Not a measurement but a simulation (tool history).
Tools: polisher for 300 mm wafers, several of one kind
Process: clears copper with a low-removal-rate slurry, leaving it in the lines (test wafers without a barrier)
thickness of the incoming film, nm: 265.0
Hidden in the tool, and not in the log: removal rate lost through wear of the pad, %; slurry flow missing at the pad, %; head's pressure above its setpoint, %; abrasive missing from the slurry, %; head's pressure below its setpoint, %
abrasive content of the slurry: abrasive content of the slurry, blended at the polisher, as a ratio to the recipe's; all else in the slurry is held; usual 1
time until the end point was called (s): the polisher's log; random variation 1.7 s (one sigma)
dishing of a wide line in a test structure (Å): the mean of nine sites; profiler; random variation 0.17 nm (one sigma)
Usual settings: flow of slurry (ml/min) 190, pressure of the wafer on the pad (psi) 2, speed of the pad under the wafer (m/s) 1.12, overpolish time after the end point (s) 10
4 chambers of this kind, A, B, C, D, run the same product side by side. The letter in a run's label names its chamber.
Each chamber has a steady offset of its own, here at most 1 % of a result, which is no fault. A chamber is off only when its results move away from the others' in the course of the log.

run,hour,flow of slurry (ml/min),pressure of the wafer on the pad (psi),speed of the pad under the wafer (m/s),abrasive content of the slurry,overpolish time after the end point (s),wafers polished on this pad,hours since the slurry nozzle was cleaned,hours since the head pressure was calibrated,hours since the slurry blender was calibrated,time until the end point was called (s),dishing of a wide line in a test structure (Å)
# hour 7.8: chamber A: slurry nozzle cleaned
1C,11.1,190,2,1.12,1,10,290,120.6,251.1,29.3,126.56,156.1
2A,17.1,190,2,1.12,1,10,289,9.4,126.9,194.6,118.05,153.75
3B,23.4,190,2,1.12,1,10,970,287.2,417.4,79.5,124,153.54
4D,31.2,190,2,1.12,1,10,819,619.5,386,50.2,121.34,155.68
5A,37.4,190,2,1.12,1,10,436,29.7,147.2,214.9,121.8,154.93
6C,48,190,2,1.12,1,10,558,157.5,288,66.2,124.14,153.7
# hour 49.8: chamber B: worn pad replaced by a new one
# hour 59: chamber D: worn pad replaced by a new one
7D,59.5,190,2,1.4,1,10,3,647.8,414.3,78.5,98.077,188.94
8B,65.9,190,2,1.4,1,10,117,329.7,459.9,122,98.921,191.74
9D,75.2,190,2,1.4,1,10,117,663.5,430,94.2,97.699,188.33
10C,82.9,190,2,1.4,1,10,811,192.4,322.9,101.1,97.883,186.47
11A,94.4,190,2,1.12,1,10,850,86.7,204.2,271.9,120.49,155.08
# hour 95.2: chamber D: slurry blender recalibrated
# hour 100: chamber C: slurry nozzle cleaned
12B,101.9,190,2,1.12,1,10,378,365.7,495.9,158,122.01,153.73
13C,110.2,190,2,1.12,1,10,1009,10.2,350.2,128.4,123.89,154
14B,121.2,190,2,1.12,1,10,519,385,515.2,177.3,125.4,155.75
15A,127,190,2,1.12,1,10,1087,119.3,236.8,304.5,124.51,153.55
16D,137.9,190,2,1.12,1,10,573,726.2,492.7,42.7,121.85,155.76
17A,148.3,190,2,1.12,0.75,10,1241,140.6,258.1,325.8,134.63,143.76
18B,154.5,190,2,1.12,0.75,10,760,418.3,548.5,210.6,129.13,146.13
# hour 155.8: chamber C: worn pad replaced by a new one
19C,164.9,190,2,1.12,0.75,10,66,64.9,404.9,183.1,132.94,144.16
20D,173.2,190,2,1.12,0.75,10,829,761.5,528,78,131.16,144.45
21C,185,190,2,1.12,1,10,212,85,425,203.2,120.06,154.5
# hour 192.6: chamber D: worn pad replaced by a new one
22B,193.5,190,2,1.12,1,10,1044,457.3,587.5,249.6,124.38,154.54
# hour 202.2: chamber B: worn pad replaced by a new one
23D,204.7,190,2,1.12,1,10,88,793,559.5,109.5,122.84,157.6
24A,211.2,190,2,1.12,1,10,1698,203.5,321,388.7,127.84,150.28
# hour 218.9: chamber D: slurry blender recalibrated
25A,221.3,190,2,1.12,1,10,1771,213.6,331.1,398.8,127.3,150.13
26D,231.9,190,2,1.12,1,10,285,820.2,586.7,13,121.94,154.25
# hour 233.6: chamber D: slurry nozzle cleaned
27B,241.4,190,2,1.12,1,10,284,505.2,635.4,297.5,125.27,154.98
28C,250.6,190,2,1.12,1,10,689,150.6,490.6,268.8,123.24,153.19
# hour 251.4: chamber A: slurry blender recalibrated
29D,257,215,2,1.12,0.75,10,468,23.4,611.8,38.1,129.22,148.91
# hour 257.8: chamber B: slurry blender recalibrated
30A,265.3,215,2,1.12,0.75,10,2091,257.6,375.1,13.9,136.09,138.7
31C,271.4,215,2,1.12,0.75,10,840,171.4,511.4,289.6,130.56,148.35
32B,280,215,2,1.12,0.75,10,565,543.8,674,22.3,128.72,151.34
33D,290.6,190,1.4,1.12,1.25,10,712,57,645.4,71.7,167.32,114.97
# hour 294.4: chamber D: head pressure recalibrated
34A,301.8,190,1.4,1.12,1.25,10,2356,294.1,411.6,50.4,182.27,106.24
# hour 303.3: chamber B: slurry nozzle cleaned
# hour 310.1: chamber D: worn pad replaced by a new one
35B,312.1,190,1.4,1.12,1.25,10,798,8.8,706.1,54.4,166.38,115.99
# hour 312.9: chamber D: slurry blender recalibrated
# hour 319.1: chamber A: slurry nozzle cleaned
# hour 321.9: chamber C: worn pad replaced by a new one
36C,322.2,190,1.4,1.12,1.25,10,2,222.2,562.2,340.4,166.65,115.69
# hour 328.8: chamber C: slurry nozzle cleaned
37D,330.6,190,2,1.12,1,10,149,97,36.2,17.7,120.98,156.8
# hour 336.6: chamber B: head pressure recalibrated
38A,339.8,190,2,1.12,1,10,2632,20.8,449.6,88.4,137.15,141.08
# hour 344.8: chamber B: worn pad replaced by a new one
39C,345.9,190,2,1.12,0.9,14,174,17.1,585.9,364.1,128.48,202.57
40B,352.8,190,2,1.12,0.9,14,58,49.5,16.2,95.1,125.23,208.44

What goes on in this fleet: one chamber off, a drifting gauge, or nothing beyond the chambers' own small offsets? Name the chamber and the cause, if any.

Chamber A drifts away from the others.
Cause: removal rate lost through wear of the pad, % = 10.1.
The log may not tell that from: head's pressure below its setpoint, %.

Here are 4 candidates for chamber A's next run, each the usual settings with a change, their results left as question marks. Which one brings its results back in line with what the others give on the usual settings?
In line means no further than this from the other chambers' mean on the usual settings: time until the end point was called (s) 5.9; dishing of a wide line in a test structure (Å) 5.7
41A-1,361.3,190,2,1.14,1,10,,,,,?,?
41A-2,361.3,190,1.9,1.06,1,10,,,,,?,?
41A-3,361.3,190,2.1,1.18,1,10,,,,,?,?
41A-4,361.3,190,2,1.1,1,10,,,,,?,?

The other chambers' mean on the usual settings: time until the end point was called (s) 122.86; dishing of a wide line in a test structure (Å) 155.1
run,time until the end point was called (s),dishing of a wide line in a test structure (Å)
41A-1,134.02,143.86
41A-2,151.6,128.34
41A-3,123.34,155.35
41A-4,138.82,139.33
41A-3 brings the chamber back in line.

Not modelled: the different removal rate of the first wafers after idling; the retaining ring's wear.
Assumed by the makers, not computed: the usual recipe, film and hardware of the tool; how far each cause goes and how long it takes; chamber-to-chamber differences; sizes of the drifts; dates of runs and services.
